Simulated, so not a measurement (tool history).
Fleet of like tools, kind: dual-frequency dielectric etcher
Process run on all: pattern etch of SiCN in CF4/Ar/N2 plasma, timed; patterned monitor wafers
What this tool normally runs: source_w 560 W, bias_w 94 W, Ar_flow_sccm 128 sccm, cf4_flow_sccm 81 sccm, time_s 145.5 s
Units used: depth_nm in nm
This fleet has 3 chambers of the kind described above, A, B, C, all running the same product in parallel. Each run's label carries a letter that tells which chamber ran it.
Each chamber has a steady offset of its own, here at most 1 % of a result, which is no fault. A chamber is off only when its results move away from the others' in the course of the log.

run	hour	source_w	bias_w	Ar_flow_sccm	cf4_flow_sccm	time_s	hours since the last wet clean	hours since the last source power generator calibration	hours since the last bias power generator calibration	hours since the last Ar flow controller change	hours since the last CF4 flow controller change	read-back reference wafer on the same gauge, depth_nm	depth_nm
1C	8.2	560	94	128	81	145.5	240.5	3947.5	545.3	3899.4	4928.2	135.09	162.13
2B	19.7	560	94	128	81	145.5	227.1	1034.6	1283.2	3145.7	2649.3	135.01	161.99
3A	31.7	560	94	128	81	145.5	68	4190.1	3840.3	2023.5	319.5	135.02	164.7
4A	40.9	560	94	128	81	145.5	77.2	4199.3	3849.5	2032.7	328.7	135.2	163.72
5C	50	560	94	128	81	145.5	282.3	3989.3	587.1	3941.2	4970	135.17	162.83
6B	56.2	560	94	128	81	145.5	263.6	1071.1	1319.7	3182.2	2685.8	134.99	162.81
7B	63.1	560	94	128	81	145.5	270.5	1078	1326.6	3189.1	2692.7	134.94	164.43
# hour 69.2: chamber A: Ar flow controller replaced
8C	74.3	560	94	128	81	145.5	306.6	4013.6	611.4	3965.5	4994.3	134.96	162.45
9A	84.8	560	94	128	81	145.5	121.1	4243.2	3893.4	15.7	372.6	135.21	164.55
10B	93.2	560	94	128	71	165	300.6	1108.1	1356.7	3219.2	2722.8	135.11	181.26
11C	103.2	560	94	128	71	165	335.5	4042.5	640.3	3994.4	5023.2	134.8	179.82
12A	112.5	560	94	128	71	165	148.8	4270.9	3921.1	43.4	400.3	135.06	182.03
13A	120.7	560	94	128	81	145.5	157	4279.1	3929.3	51.6	408.5	135.03	165.42
14B	131.2	560	94	128	81	145.5	338.6	1146.1	1394.7	3257.2	2760.8	134.98	163.1
15C	139.1	560	94	128	81	145.5	371.4	4078.4	676.2	4030.3	5059.1	134.98	160.72
16B	147	560	94	128	81	145.5	354.4	1161.9	1410.5	3273	2776.6	135.01	163.14
17C	159.2	560	94	128	81	145.5	391.5	4098.5	696.3	4050.4	5079.2	134.89	160.7
18A	171	560	94	128	81	145.5	207.3	4329.4	3979.6	101.9	458.8	134.93	163.72
19A	181.8	560	94	128	81	145.5	218.1	4340.2	3990.4	112.7	469.6	135.04	162.92
20B	190.8	560	94	128	81	145.5	398.2	1205.7	1454.3	3316.8	2820.4	134.9	164.95
21C	201.5	560	94	128	81	145.5	433.8	4140.8	738.6	4092.7	5121.5	135.12	160.79
22B	208.6	560	94	128	81	145.5	416	1223.5	1472.1	3334.6	2838.2	135.06	163.66
23A	218.4	560	94	128	81	145.5	254.7	4376.8	4027	149.3	506.2	134.98	162.36
24C	226.7	560	94	128	81	145.5	459	4166	763.8	4117.9	5146.7	134.9	160.53
25B	233.9	560	94	128	81	145.5	441.3	1248.8	1497.4	3359.9	2863.5	135.02	161.69
26A	244.1	560	94	128	81	145.5	280.4	4402.5	4052.7	175	531.9	135.22	163.23
27C	253.2	560	94	128	81	145.5	485.5	4192.5	790.3	4144.4	5173.2	135	158.92
28C	261.7	560	94	128	81	145.5	494	4201	798.8	4152.9	5181.7	135.12	158.88
29A	267.3	560	94	128	81	145.5	303.6	4425.7	4075.9	198.2	555.1	134.9	165.08
30B	276.9	560	94	128	81	145.5	484.3	1291.8	1540.4	3402.9	2906.5	134.96	164.86
# hour 288.6: chamber B: wet clean of the chamber
31C	289.4	560	94	128	81	145.5	521.7	4228.7	826.5	4180.6	5209.4	134.91	158.59
32B	300	560	94	128	81	145.5	11.5	1314.9	1563.5	3426	2929.6	134.93	161.35
33A	312.7	560	94	128	81	145.5	349	4471.1	4121.3	243.6	600.5	134.9	164.71
34A	323.8	560	94	128	81	145.5	360.1	4482.2	4132.4	254.7	611.6	135.12	163.52
35C	332.7	560	94	128	81	145.5	565	4272	869.8	4223.9	5252.7	134.92	156.55
# hour 334.3: chamber A: wet clean of the chamber
36B	344.6	560	94	128	81	145.5	56.1	1359.5	1608.1	3470.6	2974.2	135.09	161.93
37A	353.3	560	94	128	81	145.5	19	4511.7	4161.9	284.2	641.1	134.9	161.92
38B	360.3	560	77	115	81	145.5	71.8	1375.2	1623.8	3486.3	2989.9	134.83	155.37
39C	365.8	560	77	115	81	145.5	598.1	4305.1	902.9	4257	5285.8	135.09	147.69
40A	376.2	560	77	115	81	145.5	41.9	4534.6	4184.8	307.1	664	134.87	154.98
41B	386.2	470	83	128	81	145.5	97.7	1401.1	1649.7	3512.2	3015.8	135.18	134.97
42C	398.4	470	83	128	81	145.5	630.7	4337.7	935.5	4289.6	5318.4	134.98	126.36
43C	409.2	470	83	128	81	145.5	641.5	4348.5	946.3	4300.4	5329.2	135.19	125.59
44A	417.1	560	116	128	89	145.5	82.8	4575.5	4225.7	348	704.9	134.94	178.38

All 3 chambers run these settings next. Forecast each chamber's results:
45A	426.3	560	94	128	81	145.5							?
45B	426.3	560	94	128	81	145.5							?
45C	426.3	560	94	128	81	145.5							?

run	depth_nm
45A	162.73
45B	162.19
45C	155.84
